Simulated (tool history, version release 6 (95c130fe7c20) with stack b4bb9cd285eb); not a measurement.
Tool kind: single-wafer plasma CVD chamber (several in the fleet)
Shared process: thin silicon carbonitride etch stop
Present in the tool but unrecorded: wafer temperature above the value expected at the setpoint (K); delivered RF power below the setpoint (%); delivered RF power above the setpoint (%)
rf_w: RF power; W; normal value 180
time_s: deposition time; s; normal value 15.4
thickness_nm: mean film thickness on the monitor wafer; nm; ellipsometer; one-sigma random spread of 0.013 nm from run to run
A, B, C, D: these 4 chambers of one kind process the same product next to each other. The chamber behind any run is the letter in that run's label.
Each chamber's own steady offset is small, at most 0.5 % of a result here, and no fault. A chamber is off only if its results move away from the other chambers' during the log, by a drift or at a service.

run	hour	rf_w	time_s	hours since the last thermocouple change	hours since the last RF generator calibration	read-back reference wafer on the same gauge, thickness_nm	thickness_nm
1D	9.1	180	15.4	421.8	149.1	9.8937	8.5417
2B	15.1	180	15.4	1024.3	770.7	9.8928	8.5277
3C	23.6	180	15.4	319.9	794.3	9.8947	8.5034
4A	34.2	180	15.4	1305.3	935.8	9.8958	8.5118
5B	41.7	180	15.4	1050.9	797.3	9.8935	8.5452
6D	50.4	180	15.4	463.1	190.4	9.898	8.5413
7C	57.6	180	15.4	353.9	828.3	9.8972	8.5196
8A	67.5	180	17	1338.6	969.1	9.898	9.3719
9D	76.9	180	17	489.6	216.9	9.9033	9.4319
10A	85.5	180	17	1356.6	987.1	9.9051	9.397
11C	93	180	17	389.3	863.7	9.9017	9.4337
12B	99.5	180	17.2	1108.7	855.1	9.9101	9.584
13D	105.1	180	17.2	517.8	245.1	9.9059	9.5341
14C	112.1	180	17.2	408.4	882.8	9.9046	9.5369
15B	118.9	180	17.2	1128.1	874.5	9.9097	9.5512
16A	127.5	180	15.4	1398.6	1029.1	9.9104	8.5314
17C	135.9	180	15.4	432.2	906.6	9.9189	8.5304
18A	145.3	145	15.4	1416.4	1046.9	9.9142	7.9897
19D	150.1	145	15.4	562.8	290.1	9.9131	7.992
20B	160.3	145	15.4	1169.5	915.9	9.9188	8.0246
21D	169.4	145	15.4	582.1	309.4	9.9206	8.0467
22A	180	180	15.4	1451.1	1081.6	9.9229	8.5189
23C	185.5	180	15.4	481.8	956.2	9.92	8.5679
24B	194.1	180	15.4	1203.3	949.7	9.9216	8.5561
25A	199.1	200	17.3	1470.2	1100.7	9.9185	9.8706
26B	207.8	200	17.3	1217	963.4	9.9248	9.9366
27D	215.7	200	17.3	628.4	355.7	9.926	9.9329
28C	224.9	200	17.3	521.2	995.6	9.9281	9.9198
29D	234.6	180	15.4	647.3	374.6	9.928	8.603
30A	241.3	180	15.4	1512.4	1142.9	9.9297	8.5681
31B	249.1	180	15.4	1258.3	1004.7	9.9343	8.596
32C	259.5	180	15.4	555.8	1030.2	9.935	8.5488
33A	267.7	180	15.4	1538.8	1169.3	9.9351	8.5541
34D	275.9	180	15.4	688.6	415.9	9.9386	8.565
35B	281.3	180	15.4	1290.5	1036.9	9.9395	8.5836
36C	286.4	180	15.4	582.7	1057.1	9.9389	8.5625
37A	296.1	180	15.4	1567.2	1197.7	9.9419	8.5299
38D	306.8	180	15.4	719.5	446.8	9.9447	8.5889
39B	312.7	180	15.4	1321.9	1068.3	9.9425	8.5829
40C	319.2	180	15.4	615.5	1089.9	9.9446	8.5636
41C	324.1	180	15.4	620.4	1094.8	9.9434	8.5676
42A	332.4	180	15.4	1603.5	1234	9.9475	8.5536
43D	341.4	200	15.4	754.1	481.4	9.9494	8.8473
44B	348.1	200	15.4	1357.3	1103.7	9.9511	8.8641

All chambers now run identical settings, listed one chamber a line with results as question marks. What results will each chamber show?
45A	355.9	160	15.4				?
45B	355.9	160	15.4				?
45C	355.9	160	15.4				?
45D	355.9	160	15.4				?

run	thickness_nm
45A	8.2633
45B	8.2878
45C	8.2665
45D	8.2738
